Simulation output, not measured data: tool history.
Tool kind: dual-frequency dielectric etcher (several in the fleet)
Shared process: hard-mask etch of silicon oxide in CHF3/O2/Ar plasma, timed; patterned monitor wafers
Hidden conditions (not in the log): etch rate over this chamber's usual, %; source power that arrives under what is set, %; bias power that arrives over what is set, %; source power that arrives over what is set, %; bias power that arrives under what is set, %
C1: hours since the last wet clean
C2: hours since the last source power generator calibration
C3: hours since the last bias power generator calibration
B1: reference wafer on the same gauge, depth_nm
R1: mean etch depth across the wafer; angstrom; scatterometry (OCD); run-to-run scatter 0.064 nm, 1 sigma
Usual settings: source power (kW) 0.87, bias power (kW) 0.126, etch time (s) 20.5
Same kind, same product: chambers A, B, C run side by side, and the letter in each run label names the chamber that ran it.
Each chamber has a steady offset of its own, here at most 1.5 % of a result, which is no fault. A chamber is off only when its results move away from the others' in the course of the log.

run 1C day=0.15 | source_power_(kW)=0.87 bias_power_(kW)=0.126 etch_time_(s)=20.5 | C1=382.6 C2=2070.7 C3=3502.4 | B1=48.394 | R1=416.54
run 2B day=0.288 | source_power_(kW)=0.87 bias_power_(kW)=0.126 etch_time_(s)=20.5 | C1=409.8 C2=464.5 C3=3111.8 | B1=48.375 | R1=418.35
run 3A day=0.433 | source_power_(kW)=0.87 bias_power_(kW)=0.126 etch_time_(s)=20.5 | C1=150.9 C2=1261.7 C3=2103.1 | B1=48.349 | R1=411.91
run 4B day=0.562 | source_power_(kW)=0.87 bias_power_(kW)=0.126 etch_time_(s)=20.5 | C1=416.4 C2=471.1 C3=3118.4 | B1=48.363 | R1=417.62
run 5C day=0.729 | source_power_(kW)=0.87 bias_power_(kW)=0.126 etch_time_(s)=20.5 | C1=396.5 C2=2084.6 C3=3516.3 | B1=48.33 | R1=416.02
run 6A day=0.883 | source_power_(kW)=0.87 bias_power_(kW)=0.126 etch_time_(s)=20.5 | C1=161.7 C2=1272.5 C3=2113.9 | B1=48.321 | R1=413.74
run 7C day=1.008 | source_power_(kW)=0.87 bias_power_(kW)=0.126 etch_time_(s)=20.5 | C1=403.2 C2=2091.3 C3=3523 | B1=48.333 | R1=415.59
run 8B day=1.158 | source_power_(kW)=0.87 bias_power_(kW)=0.126 etch_time_(s)=20.5 | C1=430.7 C2=485.4 C3=3132.7 | B1=48.313 | R1=417.04
run 9A day=1.375 | source_power_(kW)=0.87 bias_power_(kW)=0.126 etch_time_(s)=20.5 | C1=173.5 C2=1284.3 C3=2125.7 | B1=48.273 | R1=412.22
run 10A day=1.496 | source_power_(kW)=0.87 bias_power_(kW)=0.126 etch_time_(s)=20.5 | C1=176.4 C2=1287.2 C3=2128.6 | B1=48.265 | R1=411.37
run 11B day=1.658 | source_power_(kW)=0.87 bias_power_(kW)=0.126 etch_time_(s)=20.5 | C1=442.7 C2=497.4 C3=3144.7 | B1=48.256 | R1=416.65
run 12C day=1.838 | source_power_(kW)=0.87 bias_power_(kW)=0.126 etch_time_(s)=20.5 | C1=423.1 C2=2111.2 C3=3542.9 | B1=48.219 | R1=415.93
run 13A day=2.046 | source_power_(kW)=0.87 bias_power_(kW)=0.126 etch_time_(s)=20.5 | C1=189.6 C2=1300.4 C3=2141.8 | B1=48.24 | R1=410.74
run 14C day=2.192 | source_power_(kW)=0.87 bias_power_(kW)=0.126 etch_time_(s)=20.5 | C1=431.6 C2=2119.7 C3=3551.4 | B1=48.216 | R1=414.2
run 15B day=2.333 | source_power_(kW)=0.87 bias_power_(kW)=0.126 etch_time_(s)=20.5 | C1=458.9 C2=513.6 C3=3160.9 | B1=48.202 | R1=417.02
run 16A day=2.467 | source_power_(kW)=0.87 bias_power_(kW)=0.126 etch_time_(s)=20.5 | C1=199.7 C2=1310.5 C3=2151.9 | B1=48.201 | R1=411.51
run 17B day=2.633 | source_power_(kW)=0.87 bias_power_(kW)=0.126 etch_time_(s)=20.5 | C1=466.1 C2=520.8 C3=3168.1 | B1=48.188 | R1=416.11
run 18C day=2.8 | source_power_(kW)=0.87 bias_power_(kW)=0.126 etch_time_(s)=20.5 | C1=446.2 C2=2134.3 C3=3566 | B1=48.168 | R1=415.26
run 19C day=2.979 | source_power_(kW)=0.87 bias_power_(kW)=0.126 etch_time_(s)=20.5 | C1=450.5 C2=2138.6 C3=3570.3 | B1=48.141 | R1=413.44
run 20A day=3.2 | source_power_(kW)=0.87 bias_power_(kW)=0.126 etch_time_(s)=20.5 | C1=217.3 C2=1328.1 C3=2169.5 | B1=48.144 | R1=411.94
run 21B day=3.371 | source_power_(kW)=0.87 bias_power_(kW)=0.126 etch_time_(s)=20.5 | C1=483.8 C2=538.5 C3=3185.8 | B1=48.119 | R1=415.31
run 22B day=3.542 | source_power_(kW)=0.87 bias_power_(kW)=0.126 etch_time_(s)=20.5 | C1=487.9 C2=542.6 C3=3189.9 | B1=48.081 | R1=415.07

Is one chamber out of step, is the gauge drifting, or do the chambers differ by no more than their own small offsets? For an off chamber, give its letter and the likeliest cause.

The gauge drifts, so all chambers seem to drift together. No chamber is off.
Cause: gauge reads low (%) = 0.643.
